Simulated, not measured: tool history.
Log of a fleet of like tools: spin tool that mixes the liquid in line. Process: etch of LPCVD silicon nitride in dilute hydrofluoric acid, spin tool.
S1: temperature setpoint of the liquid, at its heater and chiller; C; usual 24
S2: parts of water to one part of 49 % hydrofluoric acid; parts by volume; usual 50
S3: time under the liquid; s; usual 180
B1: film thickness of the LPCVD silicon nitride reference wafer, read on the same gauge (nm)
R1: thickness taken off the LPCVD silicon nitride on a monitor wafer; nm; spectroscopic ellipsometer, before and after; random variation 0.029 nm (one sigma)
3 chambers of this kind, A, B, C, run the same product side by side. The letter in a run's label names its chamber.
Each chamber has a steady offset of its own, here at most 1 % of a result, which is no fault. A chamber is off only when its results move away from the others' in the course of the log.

{"run": "1C", "hour": 3.7, "S1": 24, "S2": 50, "S3": 180, "B1": 119.99, "R1": 1.6616}
{"run": "2B", "hour": 9.5, "S1": 24, "S2": 50, "S3": 180, "B1": 119.98, "R1": 1.6597}
{"run": "3A", "hour": 14.7, "S1": 24, "S2": 50, "S3": 180, "B1": 120.03, "R1": 1.6905}
{"run": "4C", "hour": 18.4, "S1": 24, "S2": 50, "S3": 180, "B1": 120.03, "R1": 1.6326}
{"run": "5B", "hour": 24.7, "S1": 24, "S2": 50, "S3": 180, "B1": 119.97, "R1": 1.6935}
{"run": "6A", "hour": 30.2, "S1": 24, "S2": 50, "S3": 180, "B1": 119.95, "R1": 1.6807}
{"run": "7B", "hour": 34.6, "S1": 24, "S2": 50, "S3": 180, "B1": 119.98, "R1": 1.6802}
{"run": "8A", "hour": 40.3, "S1": 24, "S2": 50, "S3": 180, "B1": 120.01, "R1": 1.6953}
{"run": "9C", "hour": 46.1, "S1": 24, "S2": 50, "S3": 180, "B1": 119.94, "R1": 1.638}
{"run": "10B", "hour": 54.0, "S1": 24, "S2": 50, "S3": 180, "B1": 120.02, "R1": 1.648}
{"run": "11A", "hour": 57.6, "S1": 24, "S2": 50, "S3": 180, "B1": 119.98, "R1": 1.6514}
{"run": "12C", "hour": 65.1, "S1": 24, "S2": 50, "S3": 180, "B1": 120, "R1": 1.6459}
{"run": "13C", "hour": 71.1, "S1": 24, "S2": 50, "S3": 180, "B1": 119.98, "R1": 1.6049}
{"run": "14B", "hour": 77.6, "S1": 24, "S2": 50, "S3": 180, "B1": 120.01, "R1": 1.6645}
{"run": "15A", "hour": 83.7, "S1": 24, "S2": 50, "S3": 180, "B1": 119.97, "R1": 1.6396}
{"run": "16B", "hour": 91.5, "S1": 24, "S2": 25, "S3": 180, "B1": 119.98, "R1": 3.1744}
{"run": "17C", "hour": 95.8, "S1": 24, "S2": 25, "S3": 180, "B1": 119.98, "R1": 2.9464}
{"run": "18A", "hour": 103.3, "S1": 24, "S2": 25, "S3": 180, "B1": 119.96, "R1": 3.3941}
{"run": "19B", "hour": 108.1, "S1": 24, "S2": 50, "S3": 180, "B1": 120, "R1": 1.6402}
{"run": "20C", "hour": 116.1, "S1": 24, "S2": 50, "S3": 180, "B1": 120.01, "R1": 1.5812}
{"run": "21A", "hour": 119.8, "S1": 24, "S2": 50, "S3": 180, "B1": 119.99, "R1": 1.6833}

Is one chamber off against the others, does the gauge drift, or is nothing wrong? If a chamber is off, say which, and what the likeliest cause is.

Chamber C drifts away from the others.
Cause: hydrofluoric acid flow below the setpoint (%) = 10.9.
The log may not tell that from: liquid colder than its thermometer reads (K).

Here are 4 candidates for chamber C's next run, each the usual settings with a change, their results left as question marks. Which one brings its results back in line with what the others give on the usual settings?
In line means no further than this from the other chambers' mean on the usual settings: R1 0.1 nm
{"run": "22C-1", "hour": 125.5, "S1": 24, "S2": 55, "S3": 180, "R1": "?"}
{"run": "22C-2", "hour": 125.5, "S1": 24, "S2": 45, "S3": 205, "R1": "?"}
{"run": "22C-3", "hour": 125.5, "S1": 24.5, "S2": 50, "S3": 195, "R1": "?"}
{"run": "22C-4", "hour": 125.5, "S1": 23, "S2": 60, "S3": 180, "R1": "?"}

The other chambers' mean on the usual settings: R1 1.6777 nm
run=22C-1 R1=1.3608
run=22C-2 R1=1.8826
run=22C-3 R1=1.6722
run=22C-4 R1=1.1683
22C-3 brings the chamber back in line.
